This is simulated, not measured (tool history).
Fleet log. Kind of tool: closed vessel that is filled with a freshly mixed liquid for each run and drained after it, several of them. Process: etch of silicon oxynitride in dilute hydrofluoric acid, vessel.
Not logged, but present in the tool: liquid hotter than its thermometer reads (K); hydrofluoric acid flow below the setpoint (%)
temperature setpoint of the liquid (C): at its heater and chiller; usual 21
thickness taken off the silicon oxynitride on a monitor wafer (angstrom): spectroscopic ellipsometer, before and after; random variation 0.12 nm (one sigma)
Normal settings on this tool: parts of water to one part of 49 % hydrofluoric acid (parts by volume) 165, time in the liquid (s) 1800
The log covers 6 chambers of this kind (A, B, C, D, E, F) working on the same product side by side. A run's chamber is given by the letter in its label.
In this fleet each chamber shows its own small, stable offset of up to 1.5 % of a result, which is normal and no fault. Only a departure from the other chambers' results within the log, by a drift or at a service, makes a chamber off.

run	hour	temperature setpoint of the liquid (C)	parts of water to one part of 49 % hydrofluoric acid (parts by volume)	time in the liquid (s)	hours since the thermometer was replaced	hours since the hydrofluoric acid flow meter was replaced	read-back film thickness of the silicon oxynitride reference wafer, read on the same gauge (nm)	thickness taken off the silicon oxynitride on a monitor wafer (angstrom)
1C	2.8	21	165	1800	12.1	236.4	40.002	244.64
2D	7.3	21	165	1800	56.6	1715.5	40.008	247.27
3E	10.7	21	165	1800	2004.7	574.3	40.007	241.26
4A	12.9	21	165	1800	1280.3	2093.1	39.998	246.9
5B	17.3	21	165	1800	497.6	402.6	39.975	244.59
6F	19.7	21	165	1800	1574.7	723.3	39.981	243.1
7E	21.8	21	165	1800	2015.8	585.4	39.988	244.54
8F	26	21	165	1800	1581	729.6	39.986	244.21
9C	30.4	21	165	1800	39.7	264	39.975	243.5
10A	34.2	21	165	1800	1301.6	2114.4	39.99	248.77
11B	38.9	21	165	1800	519.2	424.2	40.023	244.53
12D	43	21	165	1175	92.3	1751.2	39.979	161.7
13A	47.1	21	165	1175	1314.5	2127.3	39.977	160.38
14B	49.5	21	165	1175	529.8	434.8	39.982	160.66
15C	52.8	21	165	1175	62.1	286.4	39.985	159.58
16F	56.1	21	165	1175	1611.1	759.7	39.99	161.72
17E	58.8	21	165	1175	2052.8	622.4	40.02	161.09
18D	62.7	21	165	1800	112	1770.9	40.033	248.55
19A	66.7	21	165	1800	1334.1	2146.9	40.022	245.31
20C	70.1	21	165	1800	79.4	303.7	39.993	244.14
21F	73.7	21	165	1800	1628.7	777.3	40.014	249.81
22B	76.6	21	165	1800	556.9	461.9	40.008	246.53
23D	80.1	21	235	1800	129.4	1788.3	39.988	164.77
24E	84.3	21	235	1800	2078.3	647.9	39.989	164.03
25E	86.7	21	235	1800	2080.7	650.3	40	164.41
26A	89.3	21	235	1800	1356.7	2169.5	40.015	164.36
27D	92.7	21	235	1800	142	1800.9	39.98	165.81
# hour 94.8: chamber A: thermometer replaced
28C	94.9	21	235	1800	104.2	328.5	39.999	162.27
29F	99.7	23	165	1800	1654.7	803.3	39.992	279.28
30B	102.6	23	165	1800	582.9	487.9	39.985	268.5
31C	106.4	23	165	1800	115.7	340	39.993	266.66
32B	109.2	23	165	1800	589.5	494.5	40.009	269.18
33E	114	23	165	1800	2108	677.6	39.987	270.5
34F	117.1	23	165	1800	1672.1	820.7	40.007	283.65
35A	121	21	245	1800	26.3	2201.2	39.999	155.29
36D	125.7	21	245	1800	175	1833.9	39.985	156.31
37D	128.8	21	245	1800	178.1	1837	39.994	156.24

Next, every chamber runs the same settings. What will each give?
38A	132.3	17	165	1800				?
38B	132.3	17	165	1800				?
38C	132.3	17	165	1800				?
38D	132.3	17	165	1800				?
38E	132.3	17	165	1800				?
38F	132.3	17	165	1800				?

run	thickness taken off the silicon oxynitride on a monitor wafer (angstrom)
38A	200.93
38B	203.13
38C	202.33
38D	202.43
38E	201.69
38F	217.02

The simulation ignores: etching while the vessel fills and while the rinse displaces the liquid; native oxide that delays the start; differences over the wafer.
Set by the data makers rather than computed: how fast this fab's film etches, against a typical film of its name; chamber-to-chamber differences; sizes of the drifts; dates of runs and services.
